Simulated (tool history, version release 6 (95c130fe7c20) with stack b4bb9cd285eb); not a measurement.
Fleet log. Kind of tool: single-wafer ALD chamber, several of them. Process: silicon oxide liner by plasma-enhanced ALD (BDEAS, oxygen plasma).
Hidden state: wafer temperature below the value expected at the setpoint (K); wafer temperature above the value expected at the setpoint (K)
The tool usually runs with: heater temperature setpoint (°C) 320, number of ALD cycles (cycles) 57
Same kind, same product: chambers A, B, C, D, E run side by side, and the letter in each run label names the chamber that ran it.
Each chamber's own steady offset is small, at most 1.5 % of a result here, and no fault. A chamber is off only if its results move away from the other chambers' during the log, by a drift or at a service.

| run | hour | heater temperature setpoint (°C) | number of ALD cycles (cycles) | hours since the last thermocouple change | read-back reference wafer on the same gauge, thickness_nm | mean film thickness on the monitor wafer (nm) |
|---|---|---|---|---|---|---|
| 1D | 4.3 | 320 | 57 | 3171.5 | 5.131 | 5.21 |
| 2A | 10.3 | 320 | 57 | 2558.4 | 5.1318 | 5.1201 |
| 3C | 15.1 | 320 | 57 | 1918.8 | 5.1313 | 5.1988 |
| 4E | 20.7 | 320 | 57 | 1539.7 | 5.1328 | 5.1319 |
| 5B | 25.3 | 313 | 65 | 344 | 5.1349 | 5.9522 |
| 6B | 31.2 | 313 | 65 | 349.9 | 5.1344 | 5.9483 |
| 7A | 35.2 | 313 | 65 | 2583.3 | 5.1356 | 5.9173 |
| 8E | 41.9 | 313 | 65 | 1560.9 | 5.1364 | 5.9061 |
| 9C | 48.2 | 313 | 65 | 1951.9 | 5.1379 | 5.9982 |
| 10D | 52 | 308 | 52 | 3219.2 | 5.1385 | 4.8336 |
| 11D | 59.1 | 308 | 52 | 3226.3 | 5.1401 | 4.8328 |
| 12C | 62.9 | 308 | 52 | 1966.6 | 5.1388 | 4.8436 |
|  | 65.7 | chamber E: thermocouple changed; heater temperature recalibrated |
| 13B | 68.2 | 308 | 52 | 386.9 | 5.139 | 4.8029 |
| 14A | 73.1 | 308 | 52 | 2621.2 | 5.1415 | 4.7619 |
| 15E | 78.7 | 320 | 57 | 13.1 | 5.1405 | 5.1438 |
| 16B | 83.8 | 320 | 57 | 402.5 | 5.1406 | 5.1797 |
| 17A | 89.5 | 320 | 57 | 2637.6 | 5.1421 | 5.1364 |
| 18C | 94.3 | 320 | 57 | 1998 | 5.1441 | 5.2086 |
|  | 98.5 | chamber A: thermocouple changed; heater temperature recalibrated |
| 19D | 101.1 | 320 | 57 | 3268.3 | 5.1448 | 5.2129 |
| 20E | 105.2 | 320 | 62 | 39.6 | 5.1452 | 5.5991 |
| 21E | 109.7 | 320 | 62 | 44.1 | 5.146 | 5.5979 |
|  | 115 | chamber D: thermocouple changed; heater temperature recalibrated |
| 22B | 116.3 | 320 | 62 | 435 | 5.1467 | 5.6212 |
| 23D | 121 | 320 | 62 | 6 | 5.1472 | 5.6815 |
| 24A | 125.2 | 320 | 62 | 26.7 | 5.148 | 5.6039 |
| 25C | 128.5 | 320 | 57 | 2032.2 | 5.1479 | 5.2169 |
| 26B | 134.5 | 320 | 57 | 453.2 | 5.1494 | 5.1842 |
| 27C | 137.7 | 320 | 57 | 2041.4 | 5.1488 | 5.215 |
| 28A | 141.4 | 320 | 57 | 42.9 | 5.1508 | 5.1586 |
| 29D | 144.7 | 320 | 57 | 29.7 | 5.1507 | 5.2357 |
| 30E | 149.8 | 320 | 57 | 84.2 | 5.1504 | 5.1529 |
| 31A | 154.8 | 320 | 57 | 56.3 | 5.1527 | 5.1561 |
| 32D | 161 | 320 | 57 | 46 | 5.1537 | 5.2266 |
| 33E | 164.9 | 320 | 57 | 99.3 | 5.1549 | 5.157 |
| 34C | 171.7 | 320 | 57 | 2075.4 | 5.1547 | 5.2242 |

All 5 chambers run these settings next. Forecast each chamber's results:
| 35A | 176.8 | 320 | 66 |  |  | ? |
| 35B | 176.8 | 320 | 66 |  |  | ? |
| 35C | 176.8 | 320 | 66 |  |  | ? |
| 35D | 176.8 | 320 | 66 |  |  | ? |
| 35E | 176.8 | 320 | 66 |  |  | ? |

| run | mean film thickness on the monitor wafer (nm) |
|---|---|
| 35A | 5.9701 |
| 35B | 6.0107 |
| 35C | 6.0413 |
| 35D | 6.0671 |
| 35E | 5.9757 |
